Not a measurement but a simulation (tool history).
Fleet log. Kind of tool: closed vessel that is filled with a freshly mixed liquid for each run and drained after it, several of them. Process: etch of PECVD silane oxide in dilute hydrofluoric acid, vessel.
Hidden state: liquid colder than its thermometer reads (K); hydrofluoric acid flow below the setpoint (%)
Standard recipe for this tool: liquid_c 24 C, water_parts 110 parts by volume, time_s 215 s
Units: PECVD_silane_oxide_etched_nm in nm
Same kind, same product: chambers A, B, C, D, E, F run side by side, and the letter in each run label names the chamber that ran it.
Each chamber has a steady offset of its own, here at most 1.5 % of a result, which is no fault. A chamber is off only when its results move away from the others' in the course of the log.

run	hour	liquid_c	water_parts	time_s	hours since the thermometer was replaced	hours since the hydrofluoric acid flow meter was replaced	read-back film thickness of the PECVD silane oxide reference wafer, read on the same gauge (nm)	PECVD_silane_oxide_etched_nm
1B	12.1	24	110	215	227.9	389.5	140.02	56.117
2E	22	24	110	215	712.8	1711.9	139.97	56.412
3F	30.1	24	110	215	275.1	1417	140.01	57.248
4D	41.6	24	110	215	2643.8	570.7	139.98	56.784
# hour 52.4: chamber F: hydrofluoric acid flow meter replaced
5C	54.3	24	110	215	116.4	452.6	139.99	57.508
# hour 63.4: chamber B: hydrofluoric acid flow meter replaced
6A	66	24	110	215	1513.4	564.2	140.01	57.978
# hour 70.7: chamber D: thermometer replaced
7F	72.7	24	110	215	317.7	20.4	140	58.255
8C	85.5	26.5	110	325	147.6	483.8	140.03	96.648
9A	93.8	26.5	110	325	1541.2	592	140	98.119
10B	105.3	26.5	110	325	321.1	42	140.02	95.63
# hour 117.5: chamber E: thermometer replaced
11D	117.5	26.5	110	325	46.8	646.6	140.04	95.781
12E	126.5	26.5	110	325	9	1816.4	140.03	94.989
13E	133.3	26.5	110	325	15.8	1823.2	139.99	94.143
14A	139.3	24	110	215	1586.7	637.5	140	57.131
15D	147.3	24	110	215	76.6	676.4	139.98	57.849
16B	153.5	24	110	215	369.3	90.2	140	57.625
17F	159.5	24	110	215	404.5	107.2	140.02	57.433
18C	172.4	25.5	110	160	234.5	570.7	140	45.754
# hour 186: chamber E: hydrofluoric acid flow meter replaced
19B	186.2	25.5	110	160	402	122.9	139.99	44.681
20F	198	25.5	110	160	443	145.7	139.98	45.935
21A	205	25.5	110	160	1652.4	703.2	139.97	44.594
22C	214.1	25.5	110	160	276.2	612.4	140.02	45.208
23E	221.9	25.5	110	160	104.4	35.9	139.99	45.484
24D	233.9	24	110	215	163.2	763	140	57.379
25D	246.6	24	110	215	175.9	775.7	139.98	57.462
26C	258	24	110	215	320.1	656.3	140	56.801
27E	268	24	110	215	150.5	82	140	57.884
28F	278.9	24	110	215	523.9	226.6	139.99	58.059
29A	291.7	24	110	295	1739.1	789.9	140.01	77.204
30B	304.4	24	110	295	520.2	241.1	139.99	77.799
31E	311.1	24	110	295	193.6	125.1	140.01	78.422
32C	318.7	24	110	295	380.8	717	139.99	79.026
33A	325.4	24	110	295	1772.8	823.6	139.97	74.884
34B	332.1	24	110	295	547.9	268.8	139.98	78.937
35F	340.6	24	110	215	585.6	288.3	139.98	57.405
36D	349.6	24	110	215	278.9	878.7	140.02	57.208
37D	361.9	24	110	215	291.2	891	139.99	57.282
38F	375.4	24	110	215	620.4	323.1	139.98	57.895
39E	387	21	110	215	269.5	201	139.98	50.737

All chambers now run identical settings, listed one chamber a line with results as question marks. What results will each chamber show?
40A	396.9	24	110	265				?
40B	396.9	24	110	265				?
40C	396.9	24	110	265				?
40D	396.9	24	110	265				?
40E	396.9	24	110	265				?
40F	396.9	24	110	265				?

run	PECVD_silane_oxide_etched_nm
40A	66.514
40B	69.429
40C	71.124
40D	71.468
40E	70.697
40F	71.423

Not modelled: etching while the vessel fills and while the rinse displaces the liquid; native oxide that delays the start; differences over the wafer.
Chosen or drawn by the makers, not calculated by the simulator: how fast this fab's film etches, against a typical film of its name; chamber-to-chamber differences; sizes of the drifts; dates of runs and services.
